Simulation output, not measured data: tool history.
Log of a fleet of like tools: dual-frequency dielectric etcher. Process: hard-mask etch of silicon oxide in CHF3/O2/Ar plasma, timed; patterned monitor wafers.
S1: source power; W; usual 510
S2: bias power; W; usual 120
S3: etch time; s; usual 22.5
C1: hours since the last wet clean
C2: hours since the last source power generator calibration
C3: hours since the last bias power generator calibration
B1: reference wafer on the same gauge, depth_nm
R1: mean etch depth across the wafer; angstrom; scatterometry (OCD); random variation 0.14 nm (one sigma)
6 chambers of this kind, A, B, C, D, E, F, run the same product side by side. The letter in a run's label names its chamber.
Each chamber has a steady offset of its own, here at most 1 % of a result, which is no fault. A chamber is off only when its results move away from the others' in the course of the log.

| run | hour | S1 | S2 | S3 | C1 | C2 | C3 | B1 | R1 |
|---|---|---|---|---|---|---|---|---|---|
| 1B | 12.4 | 510 | 120 | 22.5 | 176.2 | 1401.9 | 1103.8 | 43.696 | 365.38 |
| 2D | 21.5 | 510 | 120 | 22.5 | 70.5 | 1854.7 | 292.6 | 43.642 | 366.11 |
| 3C | 33.4 | 510 | 120 | 22.5 | 340.9 | 313.4 | 402.0 | 43.733 | 364.31 |
| 4F | 42.8 | 510 | 120 | 22.5 | 159.3 | 1149.2 | 2036.3 | 43.712 | 367.62 |
| 5A | 49.5 | 510 | 120 | 22.5 | 222.7 | 1440.3 | 1489.9 | 43.695 | 364.98 |
| 6E | 58.1 | 510 | 120 | 22.5 | 176.3 | 866.2 | 310.5 | 43.703 | 366.95 |
| 7E | 65.2 | 510 | 120 | 22.5 | 183.4 | 873.3 | 317.6 | 43.676 | 363.74 |
| 8D | 75.2 | 510 | 120 | 22.5 | 124.2 | 1908.4 | 346.3 | 43.680 | 364.26 |
| 9F | 83.1 | 510 | 120 | 22.5 | 199.6 | 1189.5 | 2076.6 | 43.681 | 366.40 |
|  | 85.7 | chamber C: wet clean of the chamber |
| 10A | 93.0 | 510 | 120 | 22.5 | 266.2 | 1483.8 | 1533.4 | 43.674 | 364.81 |
| 11C | 105.9 | 510 | 120 | 22.5 | 20.2 | 385.9 | 474.5 | 43.690 | 362.33 |
| 12B | 119.0 | 510 | 120 | 22.5 | 282.8 | 1508.5 | 1210.4 | 43.697 | 369.86 |
| 13A | 128.8 | 620 | 120 | 22.5 | 302.0 | 1519.6 | 1569.2 | 43.689 | 391.78 |
| 14B | 135.0 | 620 | 120 | 22.5 | 298.8 | 1524.5 | 1226.4 | 43.718 | 399.12 |
| 15E | 141.4 | 620 | 120 | 22.5 | 259.6 | 949.5 | 393.8 | 43.697 | 390.46 |
| 16C | 154.6 | 620 | 120 | 22.5 | 68.9 | 434.6 | 523.2 | 43.672 | 390.36 |
| 17F | 162.7 | 620 | 120 | 22.5 | 279.2 | 1269.1 | 2156.2 | 43.672 | 399.06 |
| 18D | 171.0 | 620 | 120 | 22.5 | 220.0 | 2004.2 | 442.1 | 43.706 | 393.13 |
| 19A | 178.5 | 510 | 120 | 22.5 | 351.7 | 1569.3 | 1618.9 | 43.690 | 363.09 |
|  | 180.1 | chamber A: bias power generator calibrated |
| 20C | 189.0 | 510 | 120 | 22.5 | 103.3 | 469.0 | 557.6 | 43.703 | 365.43 |
| 21D | 201.6 | 510 | 120 | 22.5 | 250.6 | 2034.8 | 472.7 | 43.679 | 362.67 |
| 22E | 214.9 | 510 | 120 | 22.5 | 333.1 | 1023.0 | 467.3 | 43.674 | 364.72 |
| 23F | 222.2 | 510 | 120 | 22.5 | 338.7 | 1328.6 | 2215.7 | 43.685 | 368.13 |
| 24B | 234.3 | 510 | 120 | 22.5 | 398.1 | 1623.8 | 1325.7 | 43.702 | 372.68 |
| 25C | 247.4 | 510 | 120 | 22.5 | 161.7 | 527.4 | 616.0 | 43.692 | 365.59 |
| 26D | 257.0 | 510 | 120 | 22.5 | 306.0 | 2090.2 | 528.1 | 43.666 | 364.86 |
| 27A | 265.6 | 510 | 120 | 22.5 | 438.8 | 1656.4 | 85.6 | 43.711 | 362.68 |
| 28F | 271.8 | 610 | 120 | 22.5 | 388.3 | 1378.2 | 2265.3 | 43.707 | 393.92 |
| 29E | 281.6 | 610 | 120 | 22.5 | 399.8 | 1089.7 | 534.0 | 43.707 | 391.44 |
| 30B | 294.9 | 610 | 120 | 22.5 | 458.7 | 1684.4 | 1386.3 | 43.705 | 400.86 |
| 31B | 306.5 | 610 | 120 | 22.5 | 470.3 | 1696.0 | 1397.9 | 43.667 | 402.81 |
| 32F | 317.3 | 610 | 120 | 22.5 | 433.8 | 1423.7 | 2310.8 | 43.684 | 397.10 |
|  | 320.1 | chamber A: wet clean of the chamber |
| 33E | 327.7 | 610 | 120 | 22.5 | 445.9 | 1135.8 | 580.1 | 43.687 | 393.66 |
| 34C | 335.1 | 510 | 120 | 22.5 | 249.4 | 615.1 | 703.7 | 43.671 | 363.77 |
|  | 337.1 | chamber D: wet clean of the chamber |
| 35D | 346.7 | 510 | 120 | 22.5 | 9.6 | 2179.9 | 617.8 | 43.679 | 365.60 |
| 36A | 354.8 | 510 | 104 | 22.5 | 34.8 | 1745.6 | 174.8 | 43.642 | 346.37 |
| 37E | 362.5 | 510 | 104 | 22.5 | 480.7 | 1170.6 | 614.9 | 43.678 | 349.42 |
| 38B | 373.5 | 510 | 104 | 22.5 | 537.3 | 1763.0 | 1464.9 | 43.714 | 361.71 |
| 39C | 385.0 | 510 | 104 | 22.5 | 299.3 | 665.0 | 753.6 | 43.739 | 348.41 |
| 40D | 393.8 | 510 | 104 | 22.5 | 56.7 | 2227.0 | 664.9 | 43.720 | 349.29 |
| 41F | 403.9 | 510 | 104 | 22.5 | 520.4 | 1510.3 | 2397.4 | 43.718 | 353.36 |
| 42A | 409.9 | 510 | 120 | 22.5 | 89.9 | 1800.7 | 229.9 | 43.725 | 361.09 |

What goes on in this fleet: one chamber off, a drifting gauge, or nothing beyond the chambers' own small offsets? Name the chamber and the cause, if any.

Chamber B drifts away from the others.
Cause: etch rate over this chamber's usual, % = 3.31.

Here are 4 candidates for chamber B's next run, each the usual settings with a change, their results left as question marks. Which one brings its results back in line with what the others give on the usual settings?
In line means no further than this from the other chambers' mean on the usual settings: R1 4.90 angstrom
| 43B-1 | 419.4 | 490 | 120 | 22.5 |  |  |  |  | ? |
| 43B-2 | 419.4 | 520 | 122 | 22.5 |  |  |  |  | ? |
| 43B-3 | 419.4 | 480 | 115 | 22.5 |  |  |  |  | ? |
| 43B-4 | 419.4 | 560 | 120 | 22.5 |  |  |  |  | ? |

The other chambers' mean on the usual settings: R1 365.10 angstrom
| run | R1 |
|---|---|
| 43B-1 | 372.50 |
| 43B-2 | 383.17 |
| 43B-3 | 364.68 |
| 43B-4 | 392.35 |
43B-3 brings the chamber back in line.
